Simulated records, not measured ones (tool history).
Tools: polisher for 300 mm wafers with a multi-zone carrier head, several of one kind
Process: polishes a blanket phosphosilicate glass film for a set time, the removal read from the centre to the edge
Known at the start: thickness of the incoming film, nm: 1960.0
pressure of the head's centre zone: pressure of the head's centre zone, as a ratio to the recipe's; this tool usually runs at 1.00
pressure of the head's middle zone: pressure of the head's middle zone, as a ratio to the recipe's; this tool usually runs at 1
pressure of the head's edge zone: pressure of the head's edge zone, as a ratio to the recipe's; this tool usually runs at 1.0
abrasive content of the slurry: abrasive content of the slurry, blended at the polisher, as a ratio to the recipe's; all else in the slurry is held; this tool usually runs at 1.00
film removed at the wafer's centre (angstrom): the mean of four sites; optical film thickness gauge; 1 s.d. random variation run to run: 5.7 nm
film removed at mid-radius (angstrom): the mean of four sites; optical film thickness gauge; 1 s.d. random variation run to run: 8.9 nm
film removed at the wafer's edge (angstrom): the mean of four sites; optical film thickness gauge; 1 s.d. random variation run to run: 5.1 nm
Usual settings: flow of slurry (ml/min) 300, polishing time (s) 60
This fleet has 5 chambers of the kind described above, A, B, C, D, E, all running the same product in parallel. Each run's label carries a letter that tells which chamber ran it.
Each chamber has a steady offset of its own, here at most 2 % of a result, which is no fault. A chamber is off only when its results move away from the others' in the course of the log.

run	hour	flow of slurry (ml/min)	pressure of the head's centre zone	pressure of the head's middle zone	pressure of the head's edge zone	abrasive content of the slurry	polishing time (s)	wafers polished on this pad	hours since the slurry nozzle was cleaned	hours since the centre zone pressure was calibrated	hours since the edge zone pressure was calibrated	film removed at the wafer's centre (angstrom)	film removed at mid-radius (angstrom)	film removed at the wafer's edge (angstrom)
# hour 8.7: chamber E: worn pad replaced by a new one
1B	9.3	300	1.00	1	1.0	1.00	60	84	56.0	303.5	132.9	7088.3	7060.1	7087.1
2E	18.9	300	1.00	1	1.0	1.00	60	81	322.2	516.8	961.9	7127.9	6956.5	7142.5
3D	26.4	300	1.00	1	1.0	1.00	60	598	92.2	116.7	412.0	7213.3	7011.1	7238.0
# hour 29.4: chamber A: slurry nozzle cleaned
4C	32.7	300	1.00	1	1.0	1.00	60	709	586.1	112.7	232.2	7064.2	6970.8	7032.5
5A	37.4	300	1.00	1	1.0	1.00	60	1130	8.0	347.1	45.8	7036.0	7050.6	7078.7
6B	43.0	300	1.00	1	1.0	1.00	60	352	89.7	337.2	166.6	6994.6	7070.9	7113.7
7E	48.0	300	1.00	1	1.0	1.00	60	312	351.3	545.9	991.0	7086.0	7122.9	7034.9
8A	52.5	300	0.94	1	1.0	0.85	60	1250	23.1	362.2	60.9	6148.6	6418.8	6605.9
9D	60.7	300	0.94	1	1.0	0.85	60	871	126.5	151.0	446.3	6114.2	6457.8	6633.8
# hour 61.4: chamber A: worn pad replaced by a new one
10C	67.0	300	0.94	1	1.0	0.85	60	982	620.4	147.0	266.5	6091.9	6754.8	6563.8
11A	75.5	300	0.94	1	1.0	0.85	60	112	46.1	385.2	83.9	6102.5	6640.8	6685.7
12C	84.8	300	0.94	1	1.0	0.85	60	1123	638.2	164.8	284.3	6194.8	6675.0	6494.2
# hour 88.6: chamber D: worn pad replaced by a new one
# hour 91.0: chamber C: worn pad replaced by a new one
13E	92.4	300	1.00	1	1.0	1.00	60	665	395.7	590.3	1035.4	7144.1	7184.8	7132.6
# hour 92.6: chamber E: worn pad replaced by a new one
14B	99.0	300	1.00	1	1.0	1.00	60	797	145.7	393.2	222.6	7087.8	6981.3	7093.6
15D	103.9	300	1.00	1	1.0	1.00	60	122	169.7	194.2	489.5	7073.4	7061.8	7213.7
16B	111.1	300	1.00	1	1.0	1.00	60	893	157.8	405.3	234.7	7116.8	7052.1	7047.8
# hour 116.1: chamber C: edge zone pressure recalibrated
17E	119.2	300	1.00	1	1.0	1.00	60	211	422.5	617.1	1062.2	7176.5	7118.8	7063.7
# hour 121.4: chamber E: slurry nozzle cleaned
18A	127.9	300	1.00	1	1.0	1.00	60	528	98.5	437.6	136.3	7097.8	7087.9	7122.4
19C	133.4	300	1.00	1	1.0	1.00	60	337	686.8	213.4	17.3	7155.6	7226.2	7077.4
20D	140.1	300	1.00	1	1.0	1.00	60	409	205.9	230.4	525.7	7109.0	7081.8	7224.5
21A	144.6	300	1.00	1	1.0	1.00	60	661	115.2	454.3	153.0	7072.0	6947.7	7236.6
22C	154.0	300	1.00	1	1.0	1.00	60	501	707.4	234.0	37.9	7071.5	7193.5	7017.5
# hour 156.3: chamber B: worn pad replaced by a new one
23D	159.1	300	1.00	1	1.0	1.00	60	560	224.9	249.4	544.7	7048.1	7116.6	7191.1
24E	168.8	300	1.00	1	1.0	1.00	60	605	47.5	666.7	1111.8	7111.4	7195.4	7097.4
25B	177.8	300	1.00	1	1.0	1.00	60	171	224.5	472.0	301.4	7347.8	7014.9	7207.7
# hour 184.6: chamber E: worn pad replaced by a new one
26D	185.8	300	1.00	1	1.1	1.00	60	773	251.6	276.1	571.4	7064.8	7063.6	7548.3
27E	192.4	300	1.00	1	1.1	1.00	60	62	71.1	690.3	1135.4	7078.5	7319.5	7404.3
# hour 194.0: chamber A: worn pad replaced by a new one
28A	199.1	300	1.00	1	1.1	1.00	60	41	169.7	508.8	207.5	7073.0	7104.2	7596.9
29B	204.1	300	1.00	1	1.1	1.00	60	380	250.8	498.3	327.7	7379.3	7059.8	7465.0
# hour 212.9: chamber C: slurry nozzle cleaned
30C	214.3	300	1.00	1	1.1	1.00	60	980	1.5	294.3	98.2	7157.8	7149.2	7511.1
# hour 214.7: chamber D: worn pad replaced by a new one
31C	222.0	300	1.00	1	1.0	1.00	60	1041	9.2	302.0	105.9	7073.0	7265.5	7054.0
32B	230.4	300	1.00	1	1.0	1.00	60	589	277.1	524.6	354.0	7255.8	6802.0	7066.3
33E	239.6	300	1.00	1	1.0	1.00	60	437	118.3	737.5	1182.6	7108.2	7362.6	7145.4
34D	249.6	300	1.00	1	1.0	1.00	60	277	315.4	339.9	635.2	7163.4	7060.0	7260.0
35A	255.7	300	1.00	1	1.0	1.00	60	491	226.3	565.4	264.1	7007.1	7130.0	7199.6
# hour 262.5: chamber E: worn pad replaced by a new one
36B	265.8	300	1.00	1	1.0	1.00	60	870	312.5	560.0	389.4	7494.8	7072.6	7173.3
37A	271.3	300	1.00	1	1.0	1.00	60	615	241.9	581.0	279.7	7092.9	7094.3	7195.3
38E	278.8	300	1.00	1	1.0	1.00	60	130	157.5	776.7	1221.8	7129.1	7204.0	7128.7

Does one chamber stand apart from the rest, does the shared gauge drift, or is all well apart from small per-chamber offsets? Give the chamber and the most likely cause, where there is one.

Chamber B drifts away from the others.
Most likely cause: centre zone's pressure above its setpoint, % = 5.98.

Below are 4 candidate recipes for chamber B's next run, each the usual settings with a change, their results shown as question marks. Which of them brings B's results back in line with what the other chambers give on the usual settings?
Counts as in line when no further than this from what the other chambers average on the usual settings: film removed at the wafer's centre (angstrom) 200.0; film removed at mid-radius (angstrom) 310.0; film removed at the wafer's edge (angstrom) 180.0
39B-1	286.1	305	1.09	0.97	0.98	1.00	60					?	?	?
39B-2	286.1	300	1.04	0.99	0.99	1.00	60					?	?	?
39B-3	286.1	295	0.91	1.03	1.02	1.00	60					?	?	?
39B-4	286.1	300	0.96	1.01	1.01	1.00	60					?	?	?

On the usual settings, the other chambers give on average: film removed at the wafer's centre (angstrom) 7108.3; film removed at mid-radius (angstrom) 7116.0; film removed at the wafer's edge (angstrom) 7125.7
run	film removed at the wafer's centre (angstrom)	film removed at mid-radius (angstrom)	film removed at the wafer's edge (angstrom)
39B-1	8195.5	6846.1	7031.0
39B-2	7770.1	6966.1	7056.6
39B-3	6689.8	7218.3	7152.9
39B-4	7113.0	7099.1	7127.9
With 39B-4, the chamber falls back in line with the rest.
